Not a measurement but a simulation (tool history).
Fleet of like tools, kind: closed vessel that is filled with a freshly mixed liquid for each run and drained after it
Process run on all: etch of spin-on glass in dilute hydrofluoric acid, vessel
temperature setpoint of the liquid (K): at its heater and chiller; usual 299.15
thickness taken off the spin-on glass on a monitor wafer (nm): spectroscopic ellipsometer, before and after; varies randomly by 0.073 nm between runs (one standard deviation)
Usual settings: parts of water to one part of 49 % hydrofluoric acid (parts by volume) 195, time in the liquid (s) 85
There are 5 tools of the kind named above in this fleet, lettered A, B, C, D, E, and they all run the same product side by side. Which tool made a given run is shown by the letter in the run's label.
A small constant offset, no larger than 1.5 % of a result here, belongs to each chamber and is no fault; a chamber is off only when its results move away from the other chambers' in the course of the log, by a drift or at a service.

run	day	temperature setpoint of the liquid (K)	parts of water to one part of 49 % hydrofluoric acid (parts by volume)	time in the liquid (s)	hours since the thermometer was replaced	hours since the hydrofluoric acid flow meter was replaced	read-back film thickness of the spin-on glass reference wafer, read on the same gauge (nm)	thickness taken off the spin-on glass on a monitor wafer (nm)
1D	0.471	299.15	195	85	248.3	1277.6	110.00	8.6133
2E	0.971	299.15	195	85	1739.5	629.0	110.01	8.8874
3A	1.450	299.15	195	85	2159.0	1363.4	110.00	8.7733
4B	2.071	299.15	195	85	786.5	1401.6	110.01	8.6468
5C	2.667	299.15	195	85	174.5	1264.2	109.99	8.6147
6D	3.062	297.15	105	85	310.5	1339.8	109.99	16.6370
7E	3.542	297.15	105	85	1801.2	690.7	110.00	16.6930
8C	4.029	297.15	105	85	207.2	1296.9	109.99	16.8540
9A	4.446	297.15	105	85	2230.9	1435.3	110.02	16.8060
10B	4.862	297.15	105	85	853.5	1468.6	110.03	16.5600
11C	5.508	302.65	195	65	242.7	1332.4	110.01	7.3699
12B	6.162	302.65	195	65	884.7	1499.8	109.98	7.4201
13A	6.792	302.65	195	65	2287.2	1491.6	110.00	7.5487
14D	7.100	302.65	195	65	407.4	1436.7	109.98	7.6174
15E	7.604	302.65	195	65	1898.7	788.2	110.00	7.5934
16D	8.025	299.15	195	85	429.6	1458.9	110.01	8.9264
17C	8.446	299.15	195	85	313.2	1402.9	110.01	8.5775
18A	8.988	299.15	195	85	2339.9	1544.3	109.96	8.7094
19E	9.492	297.15	195	45	1944.0	833.5	109.98	4.3405
20B	9.788	297.15	195	45	971.7	1586.8	110.00	4.2812
21D	10.175	297.15	195	45	481.2	1510.5	110.01	4.3543
22C	10.629	297.15	195	45	365.6	1455.3	109.99	4.2660
23B	11.021	297.15	195	45	1001.3	1616.4	110.03	4.2218
24E	11.608	299.15	165	50	1994.8	884.3	110.00	6.2513
25A	12.133	299.15	165	50	2415.4	1619.8	110.02	6.2875
# day 12.517: chamber C: hydrofluoric acid flow meter replaced
26A	12.533	299.15	165	50	2425.0	1629.4	110.01	6.3079
# day 13.012: chamber E: thermometer replaced
27B	13.092	299.15	165	50	1051.0	1666.1	109.98	6.2257
28D	13.729	299.15	165	50	566.5	1595.8	110.00	6.3465
29E	14.075	299.15	195	85	25.5	943.5	110.01	8.5658
30C	14.588	299.15	195	85	460.6	49.7	110.01	8.6717
31D	15.100	297.15	260	85	599.4	1628.7	110.04	5.9331
32A	15.438	297.15	260	85	2494.7	1699.1	110.02	5.6236
33B	16.075	297.15	260	85	1122.6	1737.7	109.99	5.5140
34C	16.708	297.15	260	85	511.5	100.6	110.02	5.6034
35E	17.067	297.15	260	85	97.3	1015.3	109.95	5.6058
36B	17.571	299.15	195	85	1158.5	1773.6	110.04	8.4460
37C	18.158	299.15	195	85	546.3	135.4	110.02	8.5856
38D	18.804	299.15	195	85	688.3	1717.6	110.00	9.2046
39A	19.258	299.15	195	85	2586.4	1790.8	110.00	8.6765
40E	19.867	299.15	195	85	164.5	1082.5	109.98	8.6520
41B	20.338	299.15	195	85	1224.9	1840.0	110.02	8.6318
42A	20.725	299.15	195	85	2621.6	1826.0	109.99	8.7375
43C	21.375	299.15	195	55	623.5	212.6	110.04	5.6120

Next, all 5 chambers run the settings below, one line each with question marks for the results. What does each chamber give?
44A	21.846	302.15	195	85				?
44B	21.846	302.15	195	85				?
44C	21.846	302.15	195	85				?
44D	21.846	302.15	195	85				?
44E	21.846	302.15	195	85				?

run	thickness taken off the spin-on glass on a monitor wafer (nm)
44A	9.7353
44B	9.5951
44C	9.6463
44D	10.3940
44E	9.7631
